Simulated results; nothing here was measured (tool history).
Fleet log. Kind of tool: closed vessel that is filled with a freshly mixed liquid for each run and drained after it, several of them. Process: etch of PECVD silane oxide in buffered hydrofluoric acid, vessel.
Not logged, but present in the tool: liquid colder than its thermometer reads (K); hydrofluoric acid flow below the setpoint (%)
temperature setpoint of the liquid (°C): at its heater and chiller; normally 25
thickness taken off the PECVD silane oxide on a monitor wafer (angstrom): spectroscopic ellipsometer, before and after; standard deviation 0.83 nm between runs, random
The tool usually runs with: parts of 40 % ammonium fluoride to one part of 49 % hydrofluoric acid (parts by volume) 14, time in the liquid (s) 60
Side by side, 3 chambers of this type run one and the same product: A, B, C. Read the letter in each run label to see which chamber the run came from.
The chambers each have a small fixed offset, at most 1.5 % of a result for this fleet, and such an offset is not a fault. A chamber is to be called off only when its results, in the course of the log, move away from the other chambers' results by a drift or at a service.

run,day,temperature setpoint of the liquid (°C),parts of 40 % ammonium fluoride to one part of 49 % hydrofluoric acid (parts by volume),time in the liquid (s),hours since the thermometer was replaced,hours since the hydrofluoric acid flow meter was replaced,"read-back film thickness of the PECVD silane oxide reference wafer, read on the same gauge (nm)",thickness taken off the PECVD silane oxide on a monitor wafer (angstrom)
1A,0.188,25,14,60,1244.6,1244,70.011,991.91
2C,0.296,25,14,60,1276,958.5,69.982,979.46
3B,0.488,25,14,60,480.2,1880,70.067,1000.9
4C,0.667,25,14,60,1284.9,967.4,69.967,986.89
5B,0.842,23,12,60,488.7,1888.5,70.019,1034.8
6A,0.962,23,12,60,1263.2,1262.6,70.032,1037
7C,1.183,23,12,60,1297.3,979.8,69.985,1015.7
8A,1.4,25,14,60,1273.7,1273.1,69.963,988.55
9B,1.612,20.5,14,75,507.2,1907,69.999,969.76
10B,1.717,20.5,14,75,509.7,1909.5,70.046,972.08
11C,1.846,20.5,14,75,1313.2,995.7,70.025,955.38
12A,1.975,25,14,60,1287.5,1286.9,70.076,977.28
13B,2.196,25,14,60,521.2,1921,69.984,1017.2
14C,2.292,26.5,14,60,1323.9,1006.4,70.026,1071.6
15A,2.467,26.5,14,60,1299.3,1298.7,70.003,1077.6
16A,2.638,26.5,14,60,1303.4,1302.8,69.985,1073.7
17C,2.8,25,14,60,1336.1,1018.6,70.041,977.82
18B,2.962,25,14,60,539.6,1939.4,69.972,995.2
19C,3.133,25,14,85,1344.1,1026.6,70.02,1388.2
20A,3.312,25,14,85,1319.6,1319,70.003,1385.3
21B,3.458,25,14,85,551.5,1951.3,70.015,1398.5
# day 3.617: chamber A: hydrofluoric acid flow meter replaced
22C,3.65,25,14,60,1356.5,1039,69.997,984.67
23A,3.8,25,14,60,1331.3,4.4,70.037,963.39
24B,3.983,25,14,60,564.1,1963.9,69.945,993.08
25A,4.171,25,14,60,1340.2,13.3,69.968,959.77
26B,4.279,25,14,60,571.2,1971,70.011,995.99
27C,4.458,25,14,60,1375.9,1058.4,70.066,970.8
28A,4.621,25,14,60,1351,24.1,69.998,937.33
29C,4.75,25,14,60,1382.9,1065.4,70.022,978.75
30B,4.879,25,14,60,585.6,1985.4,70.039,1000.2
31C,5.079,25,14,60,1390.8,1073.3,70.022,978.78
32B,5.242,25,14,60,594.3,1994.1,70.036,997.26
33A,5.383,25,14,60,1369.3,42.4,69.997,929.73
34C,5.512,25,14,60,1401.2,1083.7,69.994,975.31
# day 5.583: chamber C: thermometer replaced
35A,5.704,25,14,60,1377,50.1,70.015,929.75
36B,5.838,25,14,60,608.6,2008.4,70.01,1014.3
37C,5.983,20.5,9.5,60,9.6,1095,70.075,1101.8
38A,6.179,20.5,9.5,60,1388.4,61.5,70.056,1015.6
39B,6.375,20.5,9.5,60,621.5,2021.3,69.976,1141.6
40C,6.508,25,14,60,22.2,1107.6,70.011,969.45
41B,6.625,25,11.5,50,627.5,2027.3,70.04,1013.6
42A,6.842,25,11.5,50,1404.3,77.4,70.029,918.52

Which is it: a chamber that has drifted or been left off by a service, a gauge drift common to all chambers, or only each chamber's usual small offset? If a chamber is off, name it and its likeliest cause.

Chamber A drifts away from the others.
Likeliest cause: liquid colder than its thermometer reads (K) = 1.91.

Which of the 4 candidates below, each the usual settings with something changed and its results left as question marks, puts chamber A back in line with what the other chambers give on the usual settings?
Counts as in line when no further than this from what the other chambers average on the usual settings: thickness taken off the PECVD silane oxide on a monitor wafer (angstrom) 29
43A-1,7,25,12.5,60,,,,?
43A-2,7,25,11.5,60,,,,?
43A-3,7,24.5,15,60,,,,?
43A-4,7,25,14,50,,,,?

On the usual settings, the other chambers give on average: thickness taken off the PECVD silane oxide on a monitor wafer (angstrom) 987.47
run,thickness taken off the PECVD silane oxide on a monitor wafer (angstrom)
43A-1,995.85
43A-2,1079.9
43A-3,810.33
43A-4,743
With 43A-1, the chamber falls back in line with the rest.
